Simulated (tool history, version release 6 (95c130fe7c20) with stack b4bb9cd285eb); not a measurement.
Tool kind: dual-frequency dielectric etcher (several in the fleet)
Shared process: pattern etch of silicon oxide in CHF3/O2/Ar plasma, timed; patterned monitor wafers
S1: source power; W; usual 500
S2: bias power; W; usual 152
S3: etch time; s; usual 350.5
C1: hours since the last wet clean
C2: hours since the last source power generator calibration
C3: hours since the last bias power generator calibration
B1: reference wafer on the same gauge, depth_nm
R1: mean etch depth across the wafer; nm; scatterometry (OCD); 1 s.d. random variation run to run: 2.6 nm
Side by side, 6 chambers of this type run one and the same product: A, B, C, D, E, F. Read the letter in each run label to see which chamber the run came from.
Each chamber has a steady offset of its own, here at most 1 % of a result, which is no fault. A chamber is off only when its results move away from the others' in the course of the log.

{"run": "1D", "hour": 3.7, "S1": 500, "S2": 152, "S3": 350.5, "C1": 381.1, "C2": 1327.3, "C3": 3617.6, "B1": 522.78, "R1": 615.24}
{"run": "2E", "hour": 6.6, "S1": 500, "S2": 152, "S3": 350.5, "C1": 75.8, "C2": 2245.7, "C3": 763.4, "B1": 523.32, "R1": 613.27}
{"run": "3B", "hour": 9.9, "S1": 500, "S2": 152, "S3": 350.5, "C1": 220.4, "C2": 1628.3, "C3": 1089.7, "B1": 522.85, "R1": 604.17}
{"run": "4C", "hour": 12.6, "S1": 500, "S2": 152, "S3": 350.5, "C1": 314.9, "C2": 1600.8, "C3": 87.9, "B1": 522.85, "R1": 609.32}
{"run": "5F", "hour": 15.4, "S1": 500, "S2": 152, "S3": 350.5, "C1": 24.7, "C2": 2819.3, "C3": 1785.4, "B1": 523.13, "R1": 603.6}
{"run": "6A", "hour": 18.9, "S1": 500, "S2": 152, "S3": 350.5, "C1": 232.1, "C2": 1082.1, "C3": 170.1, "B1": 523.28, "R1": 612.3}
{"run": "7C", "hour": 23.1, "S1": 500, "S2": 152, "S3": 350.5, "C1": 325.4, "C2": 1611.3, "C3": 98.4, "B1": 522.67, "R1": 608.21}
{"run": "8B", "hour": 26.3, "S1": 500, "S2": 152, "S3": 350.5, "C1": 236.8, "C2": 1644.7, "C3": 1106.1, "B1": 523.72, "R1": 611.38}
{"run": "9E", "hour": 28.9, "S1": 500, "S2": 152, "S3": 350.5, "C1": 98.1, "C2": 2268, "C3": 785.7, "B1": 523.19, "R1": 611.59}
{"run": "10F", "hour": 32.7, "S1": 500, "S2": 122, "S3": 350.5, "C1": 42, "C2": 2836.6, "C3": 1802.7, "B1": 523.54, "R1": 567.57}
{"run": "11D", "hour": 36.7, "S1": 500, "S2": 122, "S3": 350.5, "C1": 414.1, "C2": 1360.3, "C3": 3650.6, "B1": 522.3, "R1": 571.86}
{"run": "12A", "hour": 41.3, "S1": 500, "S2": 122, "S3": 350.5, "C1": 254.5, "C2": 1104.5, "C3": 192.5, "B1": 522.98, "R1": 572.77}
{"run": "13D", "hour": 44.2, "S1": 500, "S2": 122, "S3": 350.5, "C1": 421.6, "C2": 1367.8, "C3": 3658.1, "B1": 522.79, "R1": 572.28}
{"run": "14B", "hour": 48.5, "S1": 500, "S2": 122, "S3": 350.5, "C1": 259, "C2": 1666.9, "C3": 1128.3, "B1": 523.43, "R1": 565.42}
{"run": "15C", "hour": 51.5, "S1": 500, "S2": 122, "S3": 350.5, "C1": 353.8, "C2": 1639.7, "C3": 126.8, "B1": 523.29, "R1": 570.65}
{"run": "16E", "hour": 53.7, "S1": 500, "S2": 152, "S3": 350.5, "C1": 122.9, "C2": 2292.8, "C3": 810.5, "B1": 522.7, "R1": 610.74}
{"hour": 57.5, "done": "chamber D: wet clean of the chamber"}
{"run": "17A", "hour": 58.4, "S1": 390, "S2": 152, "S3": 350.5, "C1": 271.6, "C2": 1121.6, "C3": 209.6, "B1": 523.25, "R1": 549.41}
{"run": "18F", "hour": 61.6, "S1": 390, "S2": 152, "S3": 350.5, "C1": 70.9, "C2": 2865.5, "C3": 1831.6, "B1": 522.73, "R1": 557.87}
{"run": "19D", "hour": 65.4, "S1": 390, "S2": 152, "S3": 350.5, "C1": 8, "C2": 1389, "C3": 3679.3, "B1": 522.78, "R1": 556.75}
{"run": "20E", "hour": 67.8, "S1": 390, "S2": 152, "S3": 350.5, "C1": 137, "C2": 2306.9, "C3": 824.6, "B1": 523.28, "R1": 560.76}
{"run": "21F", "hour": 72.6, "S1": 390, "S2": 152, "S3": 350.5, "C1": 81.9, "C2": 2876.5, "C3": 1842.6, "B1": 523.11, "R1": 550.45}
{"run": "22C", "hour": 77.1, "S1": 390, "S2": 152, "S3": 350.5, "C1": 379.4, "C2": 1665.3, "C3": 152.4, "B1": 522.73, "R1": 556.93}
{"run": "23B", "hour": 81.1, "S1": 500, "S2": 152, "S3": 350.5, "C1": 291.6, "C2": 1699.5, "C3": 1160.9, "B1": 523.33, "R1": 605.07}
{"hour": 81.9, "done": "chamber C: wet clean of the chamber"}
{"hour": 85.8, "done": "chamber C: source power generator calibrated"}
{"run": "24A", "hour": 85.9, "S1": 500, "S2": 152, "S3": 350.5, "C1": 299.1, "C2": 1149.1, "C3": 237.1, "B1": 522.9, "R1": 596.18}
{"run": "25D", "hour": 88.4, "S1": 400, "S2": 152, "S3": 428, "C1": 31, "C2": 1412, "C3": 3702.3, "B1": 522.5, "R1": 687.05}
{"hour": 89.2, "done": "chamber D: bias power generator calibrated"}
{"run": "26C", "hour": 91.2, "S1": 400, "S2": 152, "S3": 428, "C1": 9.4, "C2": 5.4, "C3": 166.5, "B1": 522.75, "R1": 691.65}
{"run": "27A", "hour": 93.6, "S1": 400, "S2": 152, "S3": 428, "C1": 306.8, "C2": 1156.8, "C3": 244.8, "B1": 523.03, "R1": 666.44}
{"run": "28B", "hour": 97.8, "S1": 400, "S2": 152, "S3": 428, "C1": 308.3, "C2": 1716.2, "C3": 1177.6, "B1": 522.92, "R1": 681.03}
{"run": "29F", "hour": 101.1, "S1": 400, "S2": 152, "S3": 428, "C1": 110.4, "C2": 2905, "C3": 1871.1, "B1": 523.13, "R1": 683.42}
{"run": "30E", "hour": 106.1, "S1": 400, "S2": 152, "S3": 428, "C1": 175.3, "C2": 2345.2, "C3": 862.9, "B1": 523.34, "R1": 686.72}
{"run": "31F", "hour": 111.1, "S1": 500, "S2": 152, "S3": 350.5, "C1": 120.4, "C2": 2915, "C3": 1881.1, "B1": 522.73, "R1": 610.27}
{"run": "32C", "hour": 116.0, "S1": 500, "S2": 152, "S3": 350.5, "C1": 34.2, "C2": 30.2, "C3": 191.3, "B1": 522.96, "R1": 609}
{"run": "33D", "hour": 119.6, "S1": 500, "S2": 152, "S3": 350.5, "C1": 62.2, "C2": 1443.2, "C3": 30.4, "B1": 522.63, "R1": 613.72}
{"run": "34B", "hour": 123.7, "S1": 500, "S2": 188, "S3": 350.5, "C1": 334.2, "C2": 1742.1, "C3": 1203.5, "B1": 522.84, "R1": 652.48}
{"run": "35A", "hour": 128.4, "S1": 500, "S2": 188, "S3": 350.5, "C1": 341.6, "C2": 1191.6, "C3": 279.6, "B1": 523.43, "R1": 629.68}
{"run": "36E", "hour": 133.0, "S1": 500, "S2": 188, "S3": 350.5, "C1": 202.2, "C2": 2372.1, "C3": 889.8, "B1": 522.92, "R1": 650.82}
{"run": "37B", "hour": 137.1, "S1": 500, "S2": 188, "S3": 350.5, "C1": 347.6, "C2": 1755.5, "C3": 1216.9, "B1": 523.08, "R1": 647.83}
{"run": "38E", "hour": 140.0, "S1": 500, "S2": 188, "S3": 350.5, "C1": 209.2, "C2": 2379.1, "C3": 896.8, "B1": 523.09, "R1": 660.62}
{"run": "39D", "hour": 143.8, "S1": 500, "S2": 188, "S3": 350.5, "C1": 86.4, "C2": 1467.4, "C3": 54.6, "B1": 523.44, "R1": 661.19}
{"run": "40C", "hour": 148.9, "S1": 500, "S2": 152, "S3": 350.5, "C1": 67.1, "C2": 63.1, "C3": 224.2, "B1": 523.48, "R1": 613.78}
{"run": "41A", "hour": 152.7, "S1": 500, "S2": 152, "S3": 350.5, "C1": 365.9, "C2": 1215.9, "C3": 303.9, "B1": 523.15, "R1": 582.19}

Does one chamber stand apart from the rest, does the shared gauge drift, or is all well apart from small per-chamber offsets? Give the chamber and the most likely cause, where there is one.

Chamber A drifts away from the others.
Likeliest cause: etch rate under this chamber's usual, % = 5.01.

Chamber A could run next with any of the 4 candidate recipes listed below; each alters the usual settings, and their results appear as question marks. Which one brings its results back in line with what the other chambers deliver on the usual settings?
Counts as in line when no further than this from what the other chambers average on the usual settings: R1 9 nm
{"run": "42A-1", "hour": 156.5, "S1": 500, "S2": 163, "S3": 350.5, "R1": "?"}
{"run": "42A-2", "hour": 156.5, "S1": 500, "S2": 128, "S3": 350.5, "R1": "?"}
{"run": "42A-3", "hour": 156.5, "S1": 500, "S2": 152, "S3": 342, "R1": "?"}
{"run": "42A-4", "hour": 156.5, "S1": 510, "S2": 152, "S3": 367, "R1": "?"}

What the other chambers average on the usual settings: R1 610.4 nm
run=42A-1 R1=594.03
run=42A-2 R1=549.52
run=42A-3 R1=566.47
run=42A-4 R1=612.6
With 42A-4, the chamber falls back in line with the rest.
